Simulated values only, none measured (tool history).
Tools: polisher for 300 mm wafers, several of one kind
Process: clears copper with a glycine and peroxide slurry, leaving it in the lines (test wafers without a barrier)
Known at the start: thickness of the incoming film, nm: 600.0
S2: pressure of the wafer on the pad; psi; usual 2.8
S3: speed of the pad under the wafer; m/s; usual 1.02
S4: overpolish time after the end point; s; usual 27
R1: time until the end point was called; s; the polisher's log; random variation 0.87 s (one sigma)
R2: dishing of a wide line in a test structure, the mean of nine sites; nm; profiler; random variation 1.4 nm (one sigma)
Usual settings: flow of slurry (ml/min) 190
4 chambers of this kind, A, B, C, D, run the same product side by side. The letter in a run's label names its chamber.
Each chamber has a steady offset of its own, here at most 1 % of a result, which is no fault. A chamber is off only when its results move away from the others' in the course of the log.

-- hour=2.1 chamber C: head pressure recalibrated
run 1A hour=4.2 | flow_of_slurry_(ml/min)=190 S2=2.8 S3=1.02 S4=27 | R1=89.049 R2=74.633
run 2B hour=8.5 | flow_of_slurry_(ml/min)=190 S2=2.8 S3=1.02 S4=27 | R1=91.910 R2=74.837
run 3D hour=14.3 | flow_of_slurry_(ml/min)=190 S2=2.8 S3=1.02 S4=27 | R1=89.827 R2=72.730
run 4C hour=19.3 | flow_of_slurry_(ml/min)=190 S2=2.8 S3=1.02 S4=27 | R1=91.348 R2=74.956
run 5C hour=23.6 | flow_of_slurry_(ml/min)=190 S2=2.8 S3=1.02 S4=27 | R1=91.363 R2=73.377
run 6A hour=26.6 | flow_of_slurry_(ml/min)=190 S2=2.8 S3=1.02 S4=27 | R1=90.239 R2=72.874
run 7D hour=32.6 | flow_of_slurry_(ml/min)=190 S2=2.8 S3=1.02 S4=27 | R1=91.086 R2=74.482
run 8B hour=35.4 | flow_of_slurry_(ml/min)=190 S2=2.8 S3=1.38 S4=27 | R1=71.069 R2=79.881
run 9B hour=38.4 | flow_of_slurry_(ml/min)=190 S2=2.8 S3=1.38 S4=27 | R1=72.638 R2=76.047
run 10C hour=42.3 | flow_of_slurry_(ml/min)=190 S2=2.8 S3=1.38 S4=27 | R1=70.317 R2=79.855
run 11D hour=45.0 | flow_of_slurry_(ml/min)=190 S2=2.8 S3=1.38 S4=27 | R1=70.189 R2=78.481
-- hour=49.4 chamber D: worn pad replaced by a new one
run 12A hour=50.5 | flow_of_slurry_(ml/min)=190 S2=2.8 S3=1.02 S4=27 | R1=89.712 R2=74.506
run 13B hour=55.3 | flow_of_slurry_(ml/min)=190 S2=2.8 S3=1.02 S4=27 | R1=92.901 R2=71.173
run 14C hour=60.1 | flow_of_slurry_(ml/min)=190 S2=2.8 S3=1.02 S4=27 | R1=92.571 R2=74.883
run 15D hour=66.1 | flow_of_slurry_(ml/min)=190 S2=2.8 S3=1.02 S4=27 | R1=91.439 R2=73.537
run 16A hour=71.3 | flow_of_slurry_(ml/min)=190 S2=2.8 S3=1.02 S4=27 | R1=88.720 R2=72.735
run 17B hour=76.4 | flow_of_slurry_(ml/min)=190 S2=2.8 S3=1.02 S4=27 | R1=92.333 R2=72.085
run 18A hour=80.7 | flow_of_slurry_(ml/min)=190 S2=2.8 S3=1.02 S4=27 | R1=88.761 R2=74.613
-- hour=83.6 chamber A: worn pad replaced by a new one
run 19C hour=85.8 | flow_of_slurry_(ml/min)=190 S2=2.8 S3=1.02 S4=27 | R1=91.085 R2=74.239
run 20D hour=91.0 | flow_of_slurry_(ml/min)=190 S2=2.8 S3=1.02 S4=27 | R1=91.451 R2=74.134
run 21A hour=95.3 | flow_of_slurry_(ml/min)=190 S2=2.8 S3=1.02 S4=27 | R1=88.462 R2=73.844
run 22D hour=100.1 | flow_of_slurry_(ml/min)=190 S2=2.8 S3=1.02 S4=27 | R1=90.211 R2=73.596
run 23C hour=106.1 | flow_of_slurry_(ml/min)=190 S2=2.8 S3=1.02 S4=27 | R1=92.563 R2=74.683
run 24B hour=112.1 | flow_of_slurry_(ml/min)=160 S2=2.8 S3=1.02 S4=27 | R1=95.884 R2=73.057
run 25D hour=114.9 | flow_of_slurry_(ml/min)=160 S2=2.8 S3=1.02 S4=27 | R1=91.542 R2=72.342
run 26A hour=118.8 | flow_of_slurry_(ml/min)=160 S2=2.8 S3=1.02 S4=27 | R1=88.701 R2=73.199
-- hour=120.4 chamber B: worn pad replaced by a new one
run 27B hour=124.8 | flow_of_slurry_(ml/min)=160 S2=2.8 S3=1.02 S4=27 | R1=95.844 R2=72.033
run 28C hour=127.7 | flow_of_slurry_(ml/min)=190 S2=2.8 S3=1.02 S4=27 | R1=91.104 R2=72.457

All 4 chambers run these settings next. Forecast each chamber's results:
run 29A hour=132.1 | flow_of_slurry_(ml/min)=190 S2=2.8 S3=1.02 S4=27 | R1=? R2=?
run 29B hour=132.1 | flow_of_slurry_(ml/min)=190 S2=2.8 S3=1.02 S4=27 | R1=? R2=?
run 29C hour=132.1 | flow_of_slurry_(ml/min)=190 S2=2.8 S3=1.02 S4=27 | R1=? R2=?
run 29D hour=132.1 | flow_of_slurry_(ml/min)=190 S2=2.8 S3=1.02 S4=27 | R1=? R2=?

run=29A R1=86.408 R2=75.605
run=29B R1=91.885 R2=73.665
run=29C R1=91.666 R2=73.419
run=29D R1=92.685 R2=73.068
